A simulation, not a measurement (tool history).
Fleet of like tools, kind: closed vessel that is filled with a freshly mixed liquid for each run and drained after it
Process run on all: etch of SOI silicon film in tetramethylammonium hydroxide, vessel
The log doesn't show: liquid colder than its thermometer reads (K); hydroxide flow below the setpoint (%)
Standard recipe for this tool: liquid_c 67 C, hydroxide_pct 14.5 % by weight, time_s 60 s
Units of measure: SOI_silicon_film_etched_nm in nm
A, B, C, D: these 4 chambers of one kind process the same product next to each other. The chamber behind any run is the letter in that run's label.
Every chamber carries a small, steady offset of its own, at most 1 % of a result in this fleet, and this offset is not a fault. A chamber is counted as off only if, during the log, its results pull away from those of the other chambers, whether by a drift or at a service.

| run | day | liquid_c | hydroxide_pct | time_s | hours since the thermometer was replaced | hours since the hydroxide flow meter was replaced | read-back film thickness of the SOI silicon film reference wafer, read on the same gauge (nm) | SOI_silicon_film_etched_nm |
|---|---|---|---|---|---|---|---|---|
| 1A | 0.167 | 67 | 14.5 | 60 | 3004.4 | 1564.1 | 100 | 326.84 |
| 2B | 0.262 | 67 | 14.5 | 60 | 723.8 | 433.1 | 100.03 | 328.9 |
| 3D | 0.354 | 67 | 14.5 | 60 | 248.1 | 1485.2 | 99.983 | 325.04 |
| 4C | 0.462 | 67 | 14.5 | 60 | 941 | 458.1 | 100 | 324.71 |
|  | 0.471 | chamber A: thermometer replaced |
| 5A | 0.575 | 67 | 18.5 | 60 | 2.6 | 1573.9 | 99.987 | 306.01 |
| 6D | 0.729 | 67 | 18.5 | 60 | 257.1 | 1494.2 | 99.984 | 296.56 |
| 7B | 0.867 | 67 | 18.5 | 60 | 738.3 | 447.6 | 99.98 | 296.4 |
| 8C | 1.046 | 67 | 18.5 | 60 | 955 | 472.1 | 99.973 | 297.64 |
| 9D | 1.138 | 67 | 14.5 | 60 | 266.9 | 1504 | 99.997 | 330.49 |
| 10B | 1.262 | 67 | 14.5 | 60 | 747.8 | 457.1 | 99.991 | 326.86 |
| 11A | 1.4 | 67 | 14.5 | 60 | 22.4 | 1593.7 | 99.998 | 327.14 |
| 12C | 1.492 | 67 | 14.5 | 60 | 965.7 | 482.8 | 99.989 | 325.66 |
| 13B | 1.596 | 67 | 14.5 | 60 | 755.8 | 465.1 | 99.983 | 330.46 |
| 14A | 1.729 | 67 | 14.5 | 60 | 30.3 | 1601.6 | 99.98 | 323.26 |
| 15C | 1.9 | 67 | 14.5 | 60 | 975.5 | 492.6 | 100 | 331.45 |
| 16D | 2.004 | 67 | 14.5 | 60 | 287.7 | 1524.8 | 99.994 | 319.05 |
| 17D | 2.154 | 67 | 11 | 60 | 291.3 | 1528.4 | 100.02 | 353.43 |
| 18C | 2.288 | 67 | 11 | 60 | 984.8 | 501.9 | 99.999 | 377.7 |
| 19A | 2.392 | 67 | 11 | 60 | 46.2 | 1617.5 | 100.03 | 368.34 |
| 20B | 2.512 | 67 | 11 | 60 | 777.8 | 487.1 | 99.973 | 366.07 |
| 21D | 2.679 | 67 | 14.5 | 60 | 303.9 | 1541 | 99.994 | 316.3 |
| 22A | 2.771 | 67 | 18.5 | 60 | 55.3 | 1626.6 | 100.02 | 294.11 |
| 23B | 2.85 | 67 | 18.5 | 60 | 785.9 | 495.2 | 100.01 | 299.43 |
| 24C | 3.012 | 67 | 18.5 | 60 | 1002.2 | 519.3 | 100 | 294.7 |
| 25B | 3.167 | 67 | 18.5 | 60 | 793.5 | 502.8 | 99.978 | 298.62 |
| 26D | 3.296 | 67 | 14.5 | 60 | 318.7 | 1555.8 | 99.998 | 302.83 |
| 27C | 3.425 | 67 | 14.5 | 60 | 1012.1 | 529.2 | 99.97 | 325.22 |
| 28A | 3.512 | 67 | 14.5 | 60 | 73.1 | 1644.4 | 99.993 | 328.66 |
| 29C | 3.654 | 67 | 14.5 | 60 | 1017.6 | 534.7 | 100.02 | 326.7 |
| 30B | 3.758 | 67 | 16 | 85 | 807.7 | 517 | 99.979 | 440.64 |
| 31D | 3.912 | 67 | 16 | 85 | 333.5 | 1570.6 | 99.987 | 411.09 |
| 32A | 4.05 | 67 | 16 | 85 | 86 | 1657.3 | 100.04 | 446.19 |
| 33A | 4.167 | 67 | 16 | 85 | 88.8 | 1660.1 | 99.995 | 451.6 |

Predict what each chamber gives when all 4 of them run the settings below next.
| 34A | 4.296 | 67 | 14.5 | 60 |  |  |  | ? |
| 34B | 4.296 | 67 | 14.5 | 60 |  |  |  | ? |
| 34C | 4.296 | 67 | 14.5 | 60 |  |  |  | ? |
| 34D | 4.296 | 67 | 14.5 | 60 |  |  |  | ? |

| run | SOI_silicon_film_etched_nm |
|---|---|
| 34A | 329.22 |
| 34B | 320.85 |
| 34C | 328.41 |
| 34D | 298.33 |

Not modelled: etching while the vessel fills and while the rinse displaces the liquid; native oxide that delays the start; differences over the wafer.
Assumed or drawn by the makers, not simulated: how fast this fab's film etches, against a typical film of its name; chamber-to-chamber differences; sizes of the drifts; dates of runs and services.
